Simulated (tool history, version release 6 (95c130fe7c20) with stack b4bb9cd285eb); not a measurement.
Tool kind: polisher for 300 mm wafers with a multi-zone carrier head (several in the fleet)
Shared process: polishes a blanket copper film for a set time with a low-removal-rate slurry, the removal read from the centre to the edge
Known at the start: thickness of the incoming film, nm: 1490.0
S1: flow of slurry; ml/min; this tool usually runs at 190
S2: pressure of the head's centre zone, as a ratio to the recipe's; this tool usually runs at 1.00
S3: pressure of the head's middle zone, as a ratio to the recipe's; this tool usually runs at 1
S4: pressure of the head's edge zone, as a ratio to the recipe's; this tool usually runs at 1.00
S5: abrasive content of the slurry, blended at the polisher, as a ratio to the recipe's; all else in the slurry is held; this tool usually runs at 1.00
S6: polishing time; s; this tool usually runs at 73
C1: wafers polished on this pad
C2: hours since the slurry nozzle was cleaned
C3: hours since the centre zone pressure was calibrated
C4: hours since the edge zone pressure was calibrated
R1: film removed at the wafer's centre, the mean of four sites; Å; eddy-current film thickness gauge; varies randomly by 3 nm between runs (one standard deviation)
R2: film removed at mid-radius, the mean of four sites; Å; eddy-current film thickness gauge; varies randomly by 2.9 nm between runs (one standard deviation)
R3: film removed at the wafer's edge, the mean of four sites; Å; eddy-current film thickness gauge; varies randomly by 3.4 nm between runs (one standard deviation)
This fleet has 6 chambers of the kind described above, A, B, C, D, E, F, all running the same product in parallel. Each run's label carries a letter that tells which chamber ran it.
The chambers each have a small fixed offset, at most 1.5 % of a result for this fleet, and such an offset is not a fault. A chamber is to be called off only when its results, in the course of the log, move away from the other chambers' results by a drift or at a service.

| run | hour | S1 | S2 | S3 | S4 | S5 | S6 | C1 | C2 | C3 | C4 | R1 | R2 | R3 |
|---|---|---|---|---|---|---|---|---|---|---|---|---|---|---|
| 1C | 7.1 | 190 | 1.00 | 1 | 1.00 | 1.00 | 73 | 219 | 198.3 | 193.7 | 208.9 | 3488.7 | 3448.6 | 3423.8 |
| 2F | 18.9 | 190 | 1.00 | 1 | 1.00 | 1.00 | 73 | 192 | 412.5 | 842.9 | 432.8 | 3439.1 | 3453.7 | 3462.9 |
| 3E | 29.8 | 190 | 1.00 | 1 | 1.00 | 1.00 | 73 | 361 | 95.6 | 51.8 | 123.9 | 3482.2 | 3443.8 | 3415.7 |
| 4B | 45.0 | 190 | 1.00 | 1 | 1.00 | 1.00 | 73 | 737 | 60.8 | 695.0 | 189.3 | 3430.2 | 3528.3 | 3476.3 |
|  | 50.7 | chamber A: worn pad replaced by a new one |
|  | 50.8 | chamber B: worn pad replaced by a new one |
| 5D | 60.1 | 190 | 1.00 | 1 | 1.00 | 1.00 | 98 | 571 | 72.9 | 181.8 | 124.9 | 4690.2 | 4610.7 | 4653.0 |
| 6A | 68.3 | 190 | 1.00 | 1 | 1.00 | 1.00 | 98 | 143 | 572.7 | 609.7 | 462.6 | 4625.5 | 4660.4 | 4694.0 |
| 7E | 79.2 | 190 | 1.00 | 1 | 1.00 | 1.00 | 98 | 761 | 145.0 | 101.2 | 173.3 | 4673.3 | 4618.1 | 4618.4 |
| 8F | 86.1 | 190 | 1.00 | 1 | 1.00 | 1.00 | 98 | 736 | 479.7 | 910.1 | 500.0 | 4616.6 | 4548.4 | 4692.0 |
|  | 87.2 | chamber C: worn pad replaced by a new one |
| 9C | 94.5 | 190 | 1.00 | 1 | 1.00 | 1.00 | 98 | 59 | 285.7 | 281.1 | 296.3 | 4722.4 | 4676.8 | 4558.5 |
|  | 97.8 | chamber F: slurry nozzle cleaned |
| 10B | 106.5 | 190 | 1.00 | 1 | 1.00 | 1.00 | 98 | 451 | 122.3 | 756.5 | 250.8 | 4685.0 | 4682.6 | 4563.2 |
| 11D | 114.6 | 190 | 1.00 | 1 | 1.00 | 1.00 | 73 | 1012 | 127.4 | 236.3 | 179.4 | 3424.8 | 3500.3 | 3416.9 |
| 12A | 122.5 | 190 | 1.00 | 1 | 1.00 | 1.00 | 73 | 581 | 626.9 | 663.9 | 516.8 | 3512.1 | 3432.6 | 3480.9 |
|  | 122.7 | chamber F: centre zone pressure recalibrated |
|  | 133.1 | chamber D: worn pad replaced by a new one |
|  | 135.2 | chamber E: worn pad replaced by a new one |
|  | 136.4 | chamber F: worn pad replaced by a new one |
| 13E | 137.8 | 190 | 1.00 | 1 | 1.00 | 1.00 | 73 | 21 | 203.6 | 159.8 | 231.9 | 3502.7 | 3431.4 | 3434.6 |
| 14D | 146.1 | 190 | 0.90 | 1 | 1.00 | 1.00 | 52 | 105 | 158.9 | 267.8 | 210.9 | 2177.2 | 2480.1 | 2450.5 |
|  | 151.3 | chamber B: worn pad replaced by a new one |
|  | 156.1 | chamber C: edge zone pressure recalibrated |
|  | 159.9 | chamber A: slurry nozzle cleaned |
| 15B | 160.5 | 190 | 0.90 | 1 | 1.00 | 1.00 | 52 | 75 | 176.3 | 810.5 | 304.8 | 2176.1 | 2482.9 | 2414.1 |
|  | 164.2 | chamber E: slurry nozzle cleaned |
|  | 168.0 | chamber A: worn pad replaced by a new one |
| 16F | 168.6 | 190 | 0.90 | 1 | 1.00 | 1.00 | 52 | 261 | 70.9 | 46.0 | 582.5 | 2192.2 | 2432.0 | 2437.0 |
| 17C | 178.3 | 190 | 0.90 | 1 | 1.00 | 1.00 | 52 | 738 | 369.5 | 364.9 | 22.3 | 2222.3 | 2496.3 | 2425.8 |
| 18A | 187.1 | 190 | 0.90 | 1 | 1.00 | 1.00 | 52 | 154 | 27.3 | 728.5 | 581.4 | 2224.4 | 2464.5 | 2457.8 |
|  | 187.4 | chamber F: edge zone pressure recalibrated |
|  | 191.5 | chamber D: centre zone pressure recalibrated |
| 19A | 198.8 | 190 | 0.90 | 1 | 1.00 | 1.00 | 52 | 249 | 39.0 | 740.2 | 593.1 | 2192.9 | 2496.8 | 2461.0 |
|  | 202.2 | chamber C: worn pad replaced by a new one |
| 20E | 212.2 | 190 | 1.00 | 1 | 1.00 | 1.00 | 73 | 623 | 48.1 | 234.2 | 306.3 | 3488.0 | 3444.4 | 3542.9 |
|  | 213.3 | chamber C: centre zone pressure recalibrated |
| 21D | 218.9 | 190 | 1.00 | 1 | 1.00 | 1.00 | 73 | 694 | 231.7 | 27.4 | 283.7 | 3409.0 | 3440.6 | 3484.2 |
| 22B | 230.5 | 190 | 1.00 | 1 | 1.00 | 1.00 | 73 | 641 | 246.3 | 880.5 | 374.8 | 3498.1 | 3497.5 | 3476.9 |
| 23C | 239.5 | 190 | 1.00 | 1 | 1.00 | 1.00 | 73 | 302 | 430.7 | 26.3 | 83.5 | 3516.3 | 3461.6 | 3423.9 |
| 24F | 251.0 | 190 | 1.00 | 1 | 1.00 | 1.00 | 73 | 928 | 153.3 | 128.4 | 63.7 | 3469.4 | 3434.1 | 3531.8 |
|  | 255.2 | chamber B: worn pad replaced by a new one |
| 25C | 260.2 | 190 | 1.00 | 1 | 1.00 | 1.00 | 73 | 470 | 451.4 | 47.0 | 104.2 | 3434.8 | 3475.0 | 3474.1 |
| 26E | 269.9 | 190 | 1.00 | 1 | 1.00 | 1.00 | 73 | 1090 | 105.8 | 291.9 | 364.0 | 3472.5 | 3480.8 | 3414.9 |
|  | 272.6 | chamber A: worn pad replaced by a new one |
|  | 280.8 | chamber D: worn pad replaced by a new one |
| 27A | 282.3 | 190 | 1.00 | 1 | 1.00 | 1.00 | 73 | 79 | 122.5 | 823.7 | 676.6 | 3498.6 | 3463.8 | 3447.8 |
|  | 289.6 | chamber F: worn pad replaced by a new one |
| 28D | 292.0 | 190 | 1.00 | 1 | 1.00 | 1.00 | 73 | 90 | 304.8 | 100.5 | 356.8 | 3507.1 | 3430.6 | 3440.3 |
| 29B | 303.9 | 190 | 1.00 | 1 | 1.00 | 1.00 | 73 | 394 | 319.7 | 953.9 | 448.2 | 3491.1 | 3518.0 | 3467.3 |
|  | 308.2 | chamber E: worn pad replaced by a new one |
|  | 309.0 | chamber A: centre zone pressure recalibrated |
| 30F | 311.1 | 190 | 1.00 | 1 | 1.00 | 1.00 | 73 | 174 | 213.4 | 188.5 | 123.8 | 3416.2 | 3453.9 | 3535.4 |
|  | 316.4 | chamber C: worn pad replaced by a new one |
| 31B | 323.8 | 190 | 1.00 | 1 | 0.93 | 1.00 | 73 | 556 | 339.6 | 973.8 | 468.1 | 3497.8 | 3508.6 | 3323.9 |
| 32A | 338.4 | 190 | 1.00 | 1 | 0.93 | 1.00 | 73 | 533 | 178.6 | 29.5 | 732.7 | 3468.8 | 3473.8 | 3262.8 |
|  | 340.1 | chamber B: worn pad replaced by a new one |
| 33D | 346.9 | 190 | 1.00 | 1 | 0.93 | 1.00 | 73 | 535 | 359.7 | 155.4 | 411.7 | 3519.6 | 3398.1 | 3352.9 |
| 34F | 357.5 | 190 | 1.00 | 1 | 0.93 | 1.00 | 73 | 550 | 259.8 | 234.9 | 170.2 | 3436.7 | 3488.2 | 3341.7 |
|  | 359.3 | chamber C: slurry nozzle cleaned |
| 35C | 367.2 | 190 | 1.00 | 1 | 0.93 | 1.00 | 73 | 411 | 7.9 | 154.0 | 211.2 | 3508.0 | 3495.4 | 3265.2 |
| 36E | 376.7 | 190 | 1.00 | 1 | 0.93 | 1.00 | 73 | 554 | 212.6 | 398.7 | 470.8 | 3513.1 | 3468.9 | 3348.1 |
|  | 388.6 | chamber E: edge zone pressure recalibrated |
| 37B | 391.6 | 190 | 1.00 | 1 | 1.00 | 1.00 | 73 | 417 | 407.4 | 1041.6 | 535.9 | 3436.6 | 3452.7 | 3412.2 |
|  | 392.2 | chamber E: slurry nozzle cleaned |
| 38D | 400.8 | 190 | 1.04 | 1 | 1.00 | 1.25 | 73 | 971 | 413.6 | 209.3 | 465.6 | 3777.7 | 3628.5 | 3615.1 |
| 39E | 413.2 | 190 | 1.04 | 1 | 1.00 | 1.25 | 73 | 850 | 21.1 | 435.2 | 24.6 | 3810.1 | 3603.4 | 3649.7 |

Decide between three cases: one chamber stands off from its peers, the gauge reading all wafers drifts, or nothing is wrong past each chamber's small offset. Where a chamber is off, say which and what most likely put it there.

Nothing is wrong: each chamber keeps only its own small, steady offset and the gauge holds still.

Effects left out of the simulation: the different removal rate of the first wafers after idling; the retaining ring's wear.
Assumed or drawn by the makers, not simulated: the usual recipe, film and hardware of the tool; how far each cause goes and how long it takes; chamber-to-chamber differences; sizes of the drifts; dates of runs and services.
